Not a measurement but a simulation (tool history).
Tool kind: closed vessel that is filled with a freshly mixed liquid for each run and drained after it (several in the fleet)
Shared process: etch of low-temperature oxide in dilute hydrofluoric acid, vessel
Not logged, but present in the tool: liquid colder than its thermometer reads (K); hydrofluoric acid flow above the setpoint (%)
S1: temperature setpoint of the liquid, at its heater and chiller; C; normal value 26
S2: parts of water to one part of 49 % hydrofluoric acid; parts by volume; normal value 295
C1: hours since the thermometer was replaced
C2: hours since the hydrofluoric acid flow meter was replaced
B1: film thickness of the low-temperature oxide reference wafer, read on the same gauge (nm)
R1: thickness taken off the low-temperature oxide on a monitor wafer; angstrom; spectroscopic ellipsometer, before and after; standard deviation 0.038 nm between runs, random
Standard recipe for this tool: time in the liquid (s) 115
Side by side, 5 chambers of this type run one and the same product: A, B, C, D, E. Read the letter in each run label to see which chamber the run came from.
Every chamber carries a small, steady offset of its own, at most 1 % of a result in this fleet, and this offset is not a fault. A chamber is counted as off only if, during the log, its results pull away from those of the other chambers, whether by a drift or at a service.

{"run": "1C", "hour": 4.8, "S1": 26, "S2": 295, "time in the liquid (s)": 115, "C1": 1544.9, "C2": 313.6, "B1": 109.99, "R1": 53.846}
{"run": "2B", "hour": 12.5, "S1": 26, "S2": 295, "time in the liquid (s)": 115, "C1": 103.4, "C2": 131.3, "B1": 110.04, "R1": 53.865}
{"hour": 14.3, "done": "chamber D: thermometer replaced"}
{"hour": 16.9, "done": "chamber A: hydrofluoric acid flow meter replaced"}
{"run": "3D", "hour": 21.2, "S1": 26, "S2": 295, "time in the liquid (s)": 115, "C1": 6.9, "C2": 226.1, "B1": 110.01, "R1": 53.932}
{"run": "4A", "hour": 26.8, "S1": 26, "S2": 295, "time in the liquid (s)": 115, "C1": 64.4, "C2": 9.9, "B1": 110.05, "R1": 54.043}
{"run": "5E", "hour": 34.0, "S1": 26, "S2": 295, "time in the liquid (s)": 115, "C1": 40.5, "C2": 831.2, "B1": 110.02, "R1": 54.096}
{"run": "6D", "hour": 39.4, "S1": 26, "S2": 295, "time in the liquid (s)": 115, "C1": 25.1, "C2": 244.3, "B1": 109.98, "R1": 54.048}
{"run": "7B", "hour": 44.9, "S1": 26, "S2": 295, "time in the liquid (s)": 115, "C1": 135.8, "C2": 163.7, "B1": 110, "R1": 54.506}
{"run": "8C", "hour": 50.0, "S1": 26, "S2": 215, "time in the liquid (s)": 175, "C1": 1590.1, "C2": 358.8, "B1": 110.05, "R1": 124.96}
{"run": "9A", "hour": 57.8, "S1": 26, "S2": 215, "time in the liquid (s)": 175, "C1": 95.4, "C2": 40.9, "B1": 110.06, "R1": 123.49}
{"run": "10E", "hour": 66.1, "S1": 26, "S2": 215, "time in the liquid (s)": 175, "C1": 72.6, "C2": 863.3, "B1": 110.02, "R1": 124.61}
{"run": "11C", "hour": 71.9, "S1": 26, "S2": 215, "time in the liquid (s)": 175, "C1": 1612, "C2": 380.7, "B1": 109.99, "R1": 124.11}
{"run": "12D", "hour": 79.9, "S1": 26, "S2": 215, "time in the liquid (s)": 175, "C1": 65.6, "C2": 284.8, "B1": 109.97, "R1": 124.46}
{"run": "13A", "hour": 84.4, "S1": 26, "S2": 295, "time in the liquid (s)": 115, "C1": 122, "C2": 67.5, "B1": 110.04, "R1": 54.082}
{"run": "14E", "hour": 91.8, "S1": 26, "S2": 295, "time in the liquid (s)": 115, "C1": 98.3, "C2": 889, "B1": 110, "R1": 53.327}
{"run": "15B", "hour": 99.6, "S1": 26, "S2": 295, "time in the liquid (s)": 115, "C1": 190.5, "C2": 218.4, "B1": 110.05, "R1": 53.554}
{"run": "16E", "hour": 106.2, "S1": 26, "S2": 295, "time in the liquid (s)": 115, "C1": 112.7, "C2": 903.4, "B1": 110.02, "R1": 53.857}
{"run": "17C", "hour": 111.6, "S1": 26, "S2": 295, "time in the liquid (s)": 115, "C1": 1651.7, "C2": 420.4, "B1": 109.99, "R1": 54.05}
{"run": "18A", "hour": 118.8, "S1": 26, "S2": 295, "time in the liquid (s)": 115, "C1": 156.4, "C2": 101.9, "B1": 109.98, "R1": 54.49}
{"run": "19B", "hour": 122.7, "S1": 21.5, "S2": 385, "time in the liquid (s)": 115, "C1": 213.6, "C2": 241.5, "B1": 109.96, "R1": 32.28}
{"run": "20D", "hour": 130.1, "S1": 21.5, "S2": 385, "time in the liquid (s)": 115, "C1": 115.8, "C2": 335, "B1": 110, "R1": 33.141}
{"run": "21E", "hour": 134.8, "S1": 21.5, "S2": 385, "time in the liquid (s)": 115, "C1": 141.3, "C2": 932, "B1": 109.96, "R1": 32.519}
{"run": "22B", "hour": 142.2, "S1": 21.5, "S2": 385, "time in the liquid (s)": 115, "C1": 233.1, "C2": 261, "B1": 109.97, "R1": 32.463}
{"run": "23A", "hour": 148.2, "S1": 21.5, "S2": 385, "time in the liquid (s)": 115, "C1": 185.8, "C2": 131.3, "B1": 109.96, "R1": 33.108}
{"run": "24C", "hour": 156.5, "S1": 26, "S2": 295, "time in the liquid (s)": 115, "C1": 1696.6, "C2": 465.3, "B1": 109.96, "R1": 54.418}
{"run": "25D", "hour": 161.2, "S1": 26, "S2": 295, "time in the liquid (s)": 115, "C1": 146.9, "C2": 366.1, "B1": 110.02, "R1": 55.916}
{"run": "26D", "hour": 169.3, "S1": 26, "S2": 295, "time in the liquid (s)": 115, "C1": 155, "C2": 374.2, "B1": 110, "R1": 56.537}
{"run": "27C", "hour": 176.4, "S1": 26, "S2": 295, "time in the liquid (s)": 115, "C1": 1716.5, "C2": 485.2, "B1": 109.97, "R1": 54.833}
{"run": "28E", "hour": 184.0, "S1": 26, "S2": 295, "time in the liquid (s)": 115, "C1": 190.5, "C2": 981.2, "B1": 109.98, "R1": 53.902}
{"run": "29B", "hour": 189.1, "S1": 26, "S2": 185, "time in the liquid (s)": 85, "C1": 280, "C2": 307.9, "B1": 110.01, "R1": 71.442}
{"run": "30A", "hour": 195.8, "S1": 26, "S2": 185, "time in the liquid (s)": 85, "C1": 233.4, "C2": 178.9, "B1": 110, "R1": 71.503}

Decide between three cases: one chamber stands off from its peers, the gauge reading all wafers drifts, or nothing is wrong past each chamber's small offset. Where a chamber is off, say which and what most likely put it there.

Little by little, chamber D moves away from the other chambers.
Most likely cause: hydrofluoric acid flow above the setpoint (%) = 3.33.
The log may not separate it from: liquid hotter than its thermometer reads (K).

Here are 4 candidates for chamber D's next run, each the usual settings with a change, their results left as question marks. Which one brings its results back in line with what the others give on the usual settings?
To be in line, a result may differ from the other chambers' mean on the usual settings by at most: R1 1.3 angstrom
{"run": "31D-1", "hour": 202.1, "S1": 26, "S2": 295, "time in the liquid (s)": 105, "R1": "?"}
{"run": "31D-2", "hour": 202.1, "S1": 26, "S2": 305, "time in the liquid (s)": 115, "R1": "?"}
{"run": "31D-3", "hour": 202.1, "S1": 26, "S2": 275, "time in the liquid (s)": 115, "R1": "?"}
{"run": "31D-4", "hour": 202.1, "S1": 27.5, "S2": 295, "time in the liquid (s)": 115, "R1": "?"}

Other chambers, usual settings, mean: R1 54.098 angstrom
run=31D-1 R1=51.775
run=31D-2 R1=54.272
run=31D-3 R1=62.15
run=31D-4 R1=59.701
With 31D-2, the chamber falls back in line with the rest.

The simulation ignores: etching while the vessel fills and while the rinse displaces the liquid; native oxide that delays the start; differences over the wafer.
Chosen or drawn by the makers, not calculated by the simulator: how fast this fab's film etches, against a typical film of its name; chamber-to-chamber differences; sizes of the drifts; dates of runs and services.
